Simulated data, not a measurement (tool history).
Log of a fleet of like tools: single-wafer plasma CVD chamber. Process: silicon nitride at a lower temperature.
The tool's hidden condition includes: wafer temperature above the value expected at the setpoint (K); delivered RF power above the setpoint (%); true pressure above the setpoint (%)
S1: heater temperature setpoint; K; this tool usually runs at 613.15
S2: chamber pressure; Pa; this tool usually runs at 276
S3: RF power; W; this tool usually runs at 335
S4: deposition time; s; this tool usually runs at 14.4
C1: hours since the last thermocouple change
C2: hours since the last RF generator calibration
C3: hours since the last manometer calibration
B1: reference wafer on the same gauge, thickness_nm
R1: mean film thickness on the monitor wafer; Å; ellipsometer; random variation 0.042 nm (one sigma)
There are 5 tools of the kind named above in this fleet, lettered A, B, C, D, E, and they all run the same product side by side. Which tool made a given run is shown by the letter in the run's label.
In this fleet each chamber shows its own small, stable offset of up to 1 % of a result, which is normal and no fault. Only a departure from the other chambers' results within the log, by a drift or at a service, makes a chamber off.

run,day,S1,S2,S3,S4,C1,C2,C3,B1,R1
1D,0.675,613.15,276,335,14.4,182.5,941.6,656.3,23.200,195.35
2C,1.354,613.15,276,335,14.4,240.3,775.6,1210.8,23.207,194.12
3B,1.708,613.15,276,335,14.4,490.0,318.8,906.2,23.206,196.43
4A,2.342,613.15,276,335,14.4,2174.1,730.9,1587.2,23.207,195.45
5E,2.808,613.15,276,335,14.4,1019.4,902.7,2236.8,23.198,196.37
6C,3.479,613.15,276,335,14.4,291.3,826.6,1261.8,23.196,194.03
7D,4.054,613.15,276,335,14.4,263.6,1022.7,737.4,23.201,194.29
8A,4.529,613.15,332,280,14.4,2226.6,783.4,1639.7,23.193,182.39
9B,4.896,613.15,332,280,14.4,566.5,395.3,982.7,23.204,183.73
10E,5.467,613.15,332,280,14.4,1083.2,966.5,2300.6,23.200,181.93
11E,5.808,613.15,332,280,14.4,1091.4,974.7,2308.8,23.202,182.24
# day 6.408: chamber A: capacitance manometer re-zeroed and calibrated
12C,6.488,613.15,332,280,14.4,363.5,898.8,1334.0,23.211,180.79
13A,6.792,613.15,276,335,14.4,2280.9,837.7,9.2,23.197,195.47
14B,7.467,619.15,276,335,17.0,628.2,457.0,1044.4,23.198,231.90
15D,7.846,619.15,276,335,17.0,354.6,1113.7,828.4,23.215,228.98
16B,8.425,619.15,276,335,17.0,651.2,480.0,1067.4,23.199,231.84
17D,8.812,619.15,276,335,17.0,377.8,1136.9,851.6,23.191,229.13
18C,9.233,619.15,276,335,17.0,429.4,964.7,1399.9,23.202,229.00
# day 9.500: chamber E: capacitance manometer re-zeroed and calibrated
19E,9.917,613.15,276,335,14.4,1190.0,1073.3,10.0,23.200,196.36
20A,10.521,613.15,276,400,14.4,2370.4,927.2,98.7,23.211,219.34
21E,10.867,613.15,276,400,14.4,1212.8,1096.1,32.8,23.217,219.73
22C,11.508,613.15,276,400,14.4,484.0,1019.3,1454.5,23.207,217.80
23D,12.012,613.15,276,400,14.4,454.6,1213.7,928.4,23.196,218.86
24B,12.496,613.15,276,400,14.4,748.9,577.7,1165.1,23.204,220.53
25A,13.142,613.15,276,335,14.4,2433.3,990.1,161.6,23.198,194.91
26A,13.542,613.15,276,335,14.4,2442.9,999.7,171.2,23.181,195.37
27C,14.212,613.15,276,335,14.4,548.9,1084.2,1519.4,23.209,194.44
28B,14.658,625.15,276,335,16.5,800.8,629.6,1217.0,23.193,225.43
29E,15.229,625.15,276,335,16.5,1317.5,1200.8,137.5,23.195,224.32
30D,15.842,625.15,276,335,16.5,546.5,1305.6,1020.3,23.179,221.98
31D,16.483,625.15,276,335,16.5,561.9,1321.0,1035.7,23.210,222.75
32C,17.042,625.15,276,335,16.5,616.8,1152.1,1587.3,23.207,221.93
33A,17.704,613.15,276,335,14.4,2542.8,1099.6,271.1,23.191,194.79
34B,18.046,613.15,276,335,14.4,882.1,710.9,1298.3,23.186,197.69
35E,18.538,613.15,276,335,14.4,1396.9,1280.2,216.9,23.198,195.88

Read the log: is a single chamber off, either drifting away or since a service, is the gauge that measures every chamber drifting, or is nothing wrong beyond small per-chamber offsets? Name any odd chamber and what most likely caused it.

Nothing is wrong: each chamber keeps only its own small, steady offset and the gauge holds still.

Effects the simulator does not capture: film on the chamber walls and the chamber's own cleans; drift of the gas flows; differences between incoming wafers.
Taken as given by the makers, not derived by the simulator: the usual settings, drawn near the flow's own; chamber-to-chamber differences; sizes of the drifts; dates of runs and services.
